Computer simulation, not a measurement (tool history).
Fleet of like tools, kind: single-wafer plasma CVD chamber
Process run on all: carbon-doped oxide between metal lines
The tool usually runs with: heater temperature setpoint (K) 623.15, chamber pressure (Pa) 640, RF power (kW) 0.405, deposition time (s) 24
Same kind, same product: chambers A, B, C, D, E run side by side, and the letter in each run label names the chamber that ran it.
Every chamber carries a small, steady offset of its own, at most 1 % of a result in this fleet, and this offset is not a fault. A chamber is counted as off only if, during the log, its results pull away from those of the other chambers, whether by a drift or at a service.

run,hour,heater temperature setpoint (K),chamber pressure (Pa),RF power (kW),deposition time (s),hours since the last thermocouple change,hours since the last RF generator calibration,hours since the last manometer calibration,"read-back reference wafer on the same gauge, thickness_nm",mean film thickness on the monitor wafer (Å)
1A,5.6,623.15,640,0.405,24,487.7,2246.4,912.5,111.93,1060.6
2D,9.9,623.15,640,0.405,24,722.9,448.2,817.5,111.95,1058.8
3C,12.7,623.15,640,0.405,24,615.1,485.7,187.8,111.75,1064.3
4B,16.8,623.15,640,0.405,24,1468,791.1,442.8,112.03,1056
5E,19.6,623.15,640,0.405,24,417,858.8,2244,111.98,1039.1
6E,23.7,623.15,640,0.405,24,421.1,862.9,2248.1,112.04,1054.5
7C,29.2,623.15,640,0.405,24,631.6,502.2,204.3,111.79,1058.4
8D,32.6,623.15,640,0.405,24,745.6,470.9,840.2,111.96,1047.4
9A,36,623.15,640,0.405,24,518.1,2276.8,942.9,112,1051.2
10B,40,623.15,640,0.405,24,1491.2,814.3,466,112.28,1063.6
11D,43.7,623.15,640,0.405,24,756.7,482,851.3,112.04,1055.5
12E,47.3,623.15,640,0.405,24,444.7,886.5,2271.7,111.82,1045.6
13A,52.4,623.15,640,0.405,24,534.5,2293.2,959.3,112.11,1037
14B,58.4,623.15,687,0.435,24,1509.6,832.7,484.4,111.95,1118.6
15C,61.4,623.15,687,0.435,24,663.8,534.4,236.5,112.05,1137.9
# hour 64.2: chamber A: RF generator calibrated
16D,67.2,623.15,687,0.435,24,780.2,505.5,874.8,111.87,1097.5
17B,73.1,623.15,687,0.435,24,1524.3,847.4,499.1,111.71,1130.3
18C,77.3,623.15,687,0.435,24,679.7,550.3,252.4,111.89,1138
19A,82.6,623.15,640,0.405,24,564.7,18.5,989.5,112.06,1054.8
20E,85.2,623.15,640,0.405,24,482.6,924.4,2309.6,112.14,1042.4
21D,88.8,623.15,640,0.345,24,801.8,527.1,896.4,111.99,916.96
22B,92,623.15,640,0.345,24,1543.2,866.3,518,111.95,933.64
23E,97.9,623.15,640,0.345,24,495.3,937.1,2322.3,111.99,925.07
24A,101.9,623.15,640,0.345,24,584,37.8,1008.8,111.85,920.19
25C,105.2,623.15,640,0.345,24,707.6,578.2,280.3,112.07,948.17
26B,109.5,623.15,640,0.405,24,1560.7,883.8,535.5,112.01,1073.4
27A,113.2,623.15,640,0.405,24,595.3,49.1,1020.1,111.81,1049.2
28E,117.8,623.15,640,0.405,24,515.2,957,2342.2,111.98,1033.5
29C,123.5,623.15,569,0.44,24,725.9,596.5,298.6,112.01,1114.7
30D,126.4,623.15,569,0.44,24,839.4,564.7,934,111.94,1065.9
31A,129,623.15,569,0.44,24,611.1,64.9,1035.9,111.88,1099.2
32D,134.4,623.15,569,0.44,24,847.4,572.7,942,112,1057.3
33C,139,623.15,569,0.44,24,741.4,612,314.1,111.97,1131.9
34B,142.1,623.15,640,0.405,24,1593.3,916.4,568.1,112.1,1052.3
# hour 143.5: chamber E: capacitance manometer re-zeroed and calibrated
35E,146.2,610.15,640,0.405,24,543.6,985.4,2.8,112.13,1086.9
# hour 147.3: chamber D: capacitance manometer re-zeroed and calibrated
36A,151.1,610.15,640,0.405,24,633.2,87,1058,111.9,1096.8
37D,154.7,610.15,640,0.405,24,867.7,593,7.4,112.14,1055.7
38E,159.9,610.15,640,0.405,24,557.3,999.1,16.5,111.97,1090
39B,163.5,610.15,640,0.405,24,1614.7,937.8,589.5,112.06,1101.9
40C,167,623.15,640,0.405,24,769.4,640,342.1,112.05,1060.4
41E,170.6,623.15,640,0.355,24,568,1009.8,27.2,111.99,931.55
42D,175.2,623.15,640,0.355,24,888.2,613.5,27.9,112.06,910.24

Each of the 5 chambers runs these same settings next. Fill in every chamber's results:
43A,179.5,636.15,640,0.405,24,,,,,?
43B,179.5,636.15,640,0.405,24,,,,,?
43C,179.5,636.15,640,0.405,24,,,,,?
43D,179.5,636.15,640,0.405,24,,,,,?
43E,179.5,636.15,640,0.405,24,,,,,?

run,mean film thickness on the monitor wafer (Å)
43A,1004.2
43B,1034.5
43C,1024.6
43D,966.31
43E,1014.6
